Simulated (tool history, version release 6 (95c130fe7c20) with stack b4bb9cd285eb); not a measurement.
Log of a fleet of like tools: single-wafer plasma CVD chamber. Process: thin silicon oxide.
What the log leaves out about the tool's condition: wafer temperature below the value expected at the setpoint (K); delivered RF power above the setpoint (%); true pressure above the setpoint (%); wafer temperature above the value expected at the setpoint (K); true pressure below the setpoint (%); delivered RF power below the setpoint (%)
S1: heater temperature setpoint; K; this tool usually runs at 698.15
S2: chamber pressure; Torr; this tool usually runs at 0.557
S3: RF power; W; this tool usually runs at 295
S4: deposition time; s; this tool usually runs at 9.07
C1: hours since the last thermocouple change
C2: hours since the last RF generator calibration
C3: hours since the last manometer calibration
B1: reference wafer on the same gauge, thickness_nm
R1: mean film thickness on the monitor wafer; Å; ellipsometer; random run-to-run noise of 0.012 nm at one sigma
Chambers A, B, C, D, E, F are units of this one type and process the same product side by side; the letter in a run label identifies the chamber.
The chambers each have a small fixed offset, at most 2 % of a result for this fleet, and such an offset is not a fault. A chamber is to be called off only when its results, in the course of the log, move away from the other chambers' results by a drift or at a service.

{"run": "1C", "hour": 4.5, "S1": 698.15, "S2": 0.557, "S3": 295, "S4": 9.07, "C1": 2972.2, "C2": 1339.4, "C3": 1325.6, "B1": 12.7, "R1": 111.93}
{"run": "2B", "hour": 9.9, "S1": 698.15, "S2": 0.557, "S3": 295, "S4": 9.07, "C1": 1574.5, "C2": 336.4, "C3": 1948.0, "B1": 12.707, "R1": 110.64}
{"run": "3D", "hour": 17.7, "S1": 698.15, "S2": 0.557, "S3": 295, "S4": 9.07, "C1": 1435.1, "C2": 349.5, "C3": 845.4, "B1": 12.701, "R1": 109.74}
{"run": "4A", "hour": 24.2, "S1": 698.15, "S2": 0.557, "S3": 295, "S4": 9.07, "C1": 1819.9, "C2": 1119.7, "C3": 257.2, "B1": 12.709, "R1": 111.82}
{"run": "5F", "hour": 30.1, "S1": 698.15, "S2": 0.648, "S3": 315, "S4": 9.07, "C1": 1812.6, "C2": 703.9, "C3": 387.5, "B1": 12.708, "R1": 134.78}
{"run": "6E", "hour": 36.1, "S1": 698.15, "S2": 0.648, "S3": 315, "S4": 9.07, "C1": 665.6, "C2": 1490.8, "C3": 293.2, "B1": 12.706, "R1": 135.34}
{"run": "7C", "hour": 42.2, "S1": 698.15, "S2": 0.648, "S3": 315, "S4": 9.07, "C1": 3009.9, "C2": 1377.1, "C3": 1363.3, "B1": 12.71, "R1": 135.51}
{"run": "8A", "hour": 46.1, "S1": 698.15, "S2": 0.648, "S3": 315, "S4": 9.07, "C1": 1841.8, "C2": 1141.6, "C3": 279.1, "B1": 12.713, "R1": 135.46}
{"run": "9E", "hour": 51.1, "S1": 698.15, "S2": 0.648, "S3": 315, "S4": 9.07, "C1": 680.6, "C2": 1505.8, "C3": 308.2, "B1": 12.712, "R1": 135.14}
{"run": "10D", "hour": 56.8, "S1": 698.15, "S2": 0.648, "S3": 315, "S4": 9.07, "C1": 1474.2, "C2": 388.6, "C3": 884.5, "B1": 12.716, "R1": 132.65}
{"run": "11B", "hour": 64.4, "S1": 698.15, "S2": 0.557, "S3": 295, "S4": 9.07, "C1": 1629.0, "C2": 390.9, "C3": 2002.5, "B1": 12.717, "R1": 110.72}
{"run": "12F", "hour": 68.3, "S1": 698.15, "S2": 0.557, "S3": 295, "S4": 9.07, "C1": 1850.8, "C2": 742.1, "C3": 425.7, "B1": 12.714, "R1": 111.06}
{"run": "13B", "hour": 76.8, "S1": 698.15, "S2": 0.557, "S3": 295, "S4": 9.07, "C1": 1641.4, "C2": 403.3, "C3": 2014.9, "B1": 12.715, "R1": 110.63}
{"run": "14D", "hour": 81.0, "S1": 698.15, "S2": 0.557, "S3": 295, "S4": 9.07, "C1": 1498.4, "C2": 412.8, "C3": 908.7, "B1": 12.719, "R1": 109.62}
{"run": "15E", "hour": 87.3, "S1": 698.15, "S2": 0.557, "S3": 295, "S4": 9.07, "C1": 716.8, "C2": 1542.0, "C3": 344.4, "B1": 12.718, "R1": 111.77}
{"run": "16A", "hour": 95.4, "S1": 698.15, "S2": 0.557, "S3": 295, "S4": 9.07, "C1": 1891.1, "C2": 1190.9, "C3": 328.4, "B1": 12.722, "R1": 111.86}
{"run": "17C", "hour": 99.9, "S1": 698.15, "S2": 0.557, "S3": 295, "S4": 9.07, "C1": 3067.6, "C2": 1434.8, "C3": 1421.0, "B1": 12.721, "R1": 112.32}
{"run": "18F", "hour": 106.2, "S1": 698.15, "S2": 0.557, "S3": 295, "S4": 9.07, "C1": 1888.7, "C2": 780.0, "C3": 463.6, "B1": 12.727, "R1": 111.24}
{"run": "19D", "hour": 111.7, "S1": 698.15, "S2": 0.557, "S3": 295, "S4": 9.07, "C1": 1529.1, "C2": 443.5, "C3": 939.4, "B1": 12.726, "R1": 109.95}
{"run": "20A", "hour": 118.3, "S1": 698.15, "S2": 0.557, "S3": 295, "S4": 9.07, "C1": 1914.0, "C2": 1213.8, "C3": 351.3, "B1": 12.727, "R1": 111.9}
{"run": "21C", "hour": 122.3, "S1": 698.15, "S2": 0.557, "S3": 295, "S4": 9.07, "C1": 3090.0, "C2": 1457.2, "C3": 1443.4, "B1": 12.733, "R1": 111.86}
{"run": "22B", "hour": 129.4, "S1": 698.15, "S2": 0.557, "S3": 295, "S4": 9.07, "C1": 1694.0, "C2": 455.9, "C3": 2067.5, "B1": 12.73, "R1": 110.84}
{"run": "23E", "hour": 135.9, "S1": 698.15, "S2": 0.557, "S3": 295, "S4": 9.07, "C1": 765.4, "C2": 1590.6, "C3": 393.0, "B1": 12.731, "R1": 111.93}
{"run": "24F", "hour": 141.7, "S1": 698.15, "S2": 0.557, "S3": 295, "S4": 9.07, "C1": 1924.2, "C2": 815.5, "C3": 499.1, "B1": 12.736, "R1": 111.27}
{"run": "25E", "hour": 146.3, "S1": 698.15, "S2": 0.557, "S3": 295, "S4": 9.07, "C1": 775.8, "C2": 1601.0, "C3": 403.4, "B1": 12.734, "R1": 112.21}
{"hour": 147.2, "done": "chamber A: thermocouple changed; heater temperature recalibrated"}
{"run": "26F", "hour": 150.6, "S1": 698.15, "S2": 0.557, "S3": 295, "S4": 9.07, "C1": 1933.1, "C2": 824.4, "C3": 508.0, "B1": 12.733, "R1": 111.25}
{"run": "27C", "hour": 155.0, "S1": 698.15, "S2": 0.557, "S3": 295, "S4": 9.07, "C1": 3122.7, "C2": 1489.9, "C3": 1476.1, "B1": 12.738, "R1": 112.25}
{"run": "28B", "hour": 163.1, "S1": 698.15, "S2": 0.557, "S3": 295, "S4": 9.07, "C1": 1727.7, "C2": 489.6, "C3": 2101.2, "B1": 12.741, "R1": 110.85}
{"run": "29A", "hour": 169.0, "S1": 698.15, "S2": 0.557, "S3": 295, "S4": 9.07, "C1": 21.9, "C2": 1264.5, "C3": 402.0, "B1": 12.74, "R1": 112.29}
{"run": "30D", "hour": 176.7, "S1": 698.15, "S2": 0.557, "S3": 295, "S4": 9.07, "C1": 1594.1, "C2": 508.5, "C3": 1004.4, "B1": 12.739, "R1": 109.98}
{"run": "31E", "hour": 182.3, "S1": 698.15, "S2": 0.557, "S3": 295, "S4": 9.07, "C1": 811.8, "C2": 1637.0, "C3": 439.4, "B1": 12.744, "R1": 111.85}
{"run": "32F", "hour": 186.3, "S1": 698.15, "S2": 0.557, "S3": 295, "S4": 9.07, "C1": 1968.8, "C2": 860.1, "C3": 543.7, "B1": 12.747, "R1": 111.5}
{"run": "33B", "hour": 195.0, "S1": 698.15, "S2": 0.557, "S3": 245, "S4": 9.07, "C1": 1759.6, "C2": 521.5, "C3": 2133.1, "B1": 12.748, "R1": 102.05}
{"hour": 197.6, "done": "chamber B: capacitance manometer re-zeroed and calibrated"}
{"run": "34D", "hour": 203.5, "S1": 698.15, "S2": 0.557, "S3": 245, "S4": 9.07, "C1": 1620.9, "C2": 535.3, "C3": 1031.2, "B1": 12.748, "R1": 101.84}
{"hour": 209.4, "done": "chamber C: capacitance manometer re-zeroed and calibrated"}
{"run": "35A", "hour": 209.9, "S1": 698.15, "S2": 0.557, "S3": 245, "S4": 9.07, "C1": 62.8, "C2": 1305.4, "C3": 442.9, "B1": 12.747, "R1": 103.23}
{"run": "36C", "hour": 218.7, "S1": 698.15, "S2": 0.557, "S3": 245, "S4": 9.07, "C1": 3186.4, "C2": 1553.6, "C3": 9.3, "B1": 12.752, "R1": 103.5}
{"run": "37B", "hour": 225.7, "S1": 698.15, "S2": 0.557, "S3": 245, "S4": 9.07, "C1": 1790.3, "C2": 552.2, "C3": 28.2, "B1": 12.755, "R1": 102.11}

Next, all 6 chambers run the settings below, one line each with question marks for the results. What does each chamber give?
{"run": "38A", "hour": 232.0, "S1": 698.15, "S2": 0.557, "S3": 295, "S4": 9.07, "R1": "?"}
{"run": "38B", "hour": 232.0, "S1": 698.15, "S2": 0.557, "S3": 295, "S4": 9.07, "R1": "?"}
{"run": "38C", "hour": 232.0, "S1": 698.15, "S2": 0.557, "S3": 295, "S4": 9.07, "R1": "?"}
{"run": "38D", "hour": 232.0, "S1": 698.15, "S2": 0.557, "S3": 295, "S4": 9.07, "R1": "?"}
{"run": "38E", "hour": 232.0, "S1": 698.15, "S2": 0.557, "S3": 295, "S4": 9.07, "R1": "?"}
{"run": "38F", "hour": 232.0, "S1": 698.15, "S2": 0.557, "S3": 295, "S4": 9.07, "R1": "?"}

run=38A R1=112.26
run=38B R1=110.90
run=38C R1=112.22
run=38D R1=109.93
run=38E R1=112.05
run=38F R1=111.45
